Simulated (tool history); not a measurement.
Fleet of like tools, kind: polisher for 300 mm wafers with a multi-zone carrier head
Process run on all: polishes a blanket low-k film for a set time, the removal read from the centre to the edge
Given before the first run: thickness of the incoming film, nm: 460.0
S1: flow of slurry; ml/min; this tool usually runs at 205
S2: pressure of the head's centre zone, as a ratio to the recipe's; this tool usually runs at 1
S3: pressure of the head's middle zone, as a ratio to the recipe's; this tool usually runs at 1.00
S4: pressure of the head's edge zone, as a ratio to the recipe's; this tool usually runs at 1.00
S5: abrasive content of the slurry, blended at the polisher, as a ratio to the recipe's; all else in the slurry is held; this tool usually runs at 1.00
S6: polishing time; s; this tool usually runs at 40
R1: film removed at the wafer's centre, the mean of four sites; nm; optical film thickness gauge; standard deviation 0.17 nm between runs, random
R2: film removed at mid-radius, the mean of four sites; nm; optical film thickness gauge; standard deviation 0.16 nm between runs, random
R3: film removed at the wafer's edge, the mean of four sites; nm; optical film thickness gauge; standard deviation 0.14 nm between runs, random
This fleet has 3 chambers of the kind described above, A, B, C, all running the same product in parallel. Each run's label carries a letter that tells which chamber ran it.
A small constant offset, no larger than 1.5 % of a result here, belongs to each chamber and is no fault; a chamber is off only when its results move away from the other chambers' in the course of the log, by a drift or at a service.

At day 0.250: chamber B: worn pad replaced by a new one.
Run 1B, day 0.300: usual settings. Result: R1 14.066 nm, R2 13.911 nm, R3 14.302 nm.
Run 2C, day 0.888: usual settings. Result: R1 14.491 nm, R2 14.185 nm, R3 14.420 nm.
Run 3A, day 1.196: usual settings. Result: R1 13.936 nm, R2 14.322 nm, R3 14.270 nm.
At day 1.367: chamber A: slurry nozzle cleaned.
Run 4B, day 1.667: usual settings. Result: R1 14.407 nm, R2 14.028 nm, R3 14.427 nm.
Run 5C, day 1.983: usual settings but S1 170 ml/min. Result: R1 13.781 nm, R2 13.555 nm, R3 14.034 nm.
Run 6A, day 2.367: usual settings but S1 170 ml/min. Result: R1 13.547 nm, R2 13.734 nm, R3 14.061 nm.
At day 2.392: chamber A: worn pad replaced by a new one.
Run 7B, day 2.679: usual settings but S1 170 ml/min. Result: R1 13.459 nm, R2 13.843 nm, R3 14.012 nm.
At day 3.138: chamber B: edge zone pressure recalibrated.
Run 8A, day 3.171: usual settings. Result: R1 13.993 nm, R2 14.115 nm, R3 14.370 nm.
Run 9C, day 3.500: usual settings. Result: R1 14.543 nm, R2 14.145 nm, R3 14.374 nm.
Run 10C, day 3.796: usual settings. Result: R1 14.523 nm, R2 14.382 nm, R3 14.332 nm.
At day 3.833: chamber B: worn pad replaced by a new one.
At day 3.938: chamber C: slurry nozzle cleaned.
Run 11A, day 4.233: usual settings. Result: R1 14.338 nm, R2 14.543 nm, R3 14.245 nm.
Run 12B, day 4.604: usual settings. Result: R1 14.178 nm, R2 14.005 nm, R3 14.343 nm.
At day 4.692: chamber A: worn pad replaced by a new one.
Run 13B, day 5.150: usual settings. Result: R1 14.122 nm, R2 14.094 nm, R3 14.400 nm.
At day 5.404: chamber C: worn pad replaced by a new one.
At day 5.571: chamber A: edge zone pressure recalibrated.
Run 14C, day 5.688: usual settings but S4 0.91, S5 0.85. Result: R1 13.072 nm, R2 13.021 nm, R3 12.727 nm.
Run 15A, day 6.112: usual settings but S4 0.91, S5 0.85. Result: R1 13.130 nm, R2 13.262 nm, R3 12.622 nm.
Run 16A, day 6.458: usual settings but S4 0.91, S5 0.85. Result: R1 13.040 nm, R2 13.436 nm, R3 12.712 nm.
At day 6.504: chamber B: centre zone pressure recalibrated.
Run 17C, day 6.812: usual settings. Result: R1 14.513 nm, R2 13.987 nm, R3 14.176 nm.
At day 6.871: chamber B: worn pad replaced by a new one.
Run 18B, day 7.179: usual settings. Result: R1 14.164 nm, R2 14.298 nm, R3 14.337 nm.
At day 7.358: chamber A: worn pad replaced by a new one.
Run 19C, day 7.512: usual settings but S3 1.04. Result: R1 14.293 nm, R2 14.614 nm, R3 14.335 nm.
Run 20B, day 8.083: usual settings but S3 1.04. Result: R1 14.239 nm, R2 14.404 nm, R3 14.669 nm.
Run 21A, day 8.458: usual settings but S3 1.04. Result: R1 14.243 nm, R2 14.955 nm, R3 14.318 nm.

All chambers now run identical settings, listed one chamber a line with results as question marks. What results will each chamber show?
Run 22A, day 8.896: usual settings but S1 155 ml/min. Result: R1 ?, R2 ?, R3 ?.
Run 22B, day 8.896: usual settings but S1 155 ml/min. Result: R1 ?, R2 ?, R3 ?.
Run 22C, day 8.896: usual settings but S1 155 ml/min. Result: R1 ?, R2 ?, R3 ?.

run      R1      R2      R3
22A  13.583  13.781  13.778
22B  13.536  13.539  13.809
22C  13.905  13.753  13.645
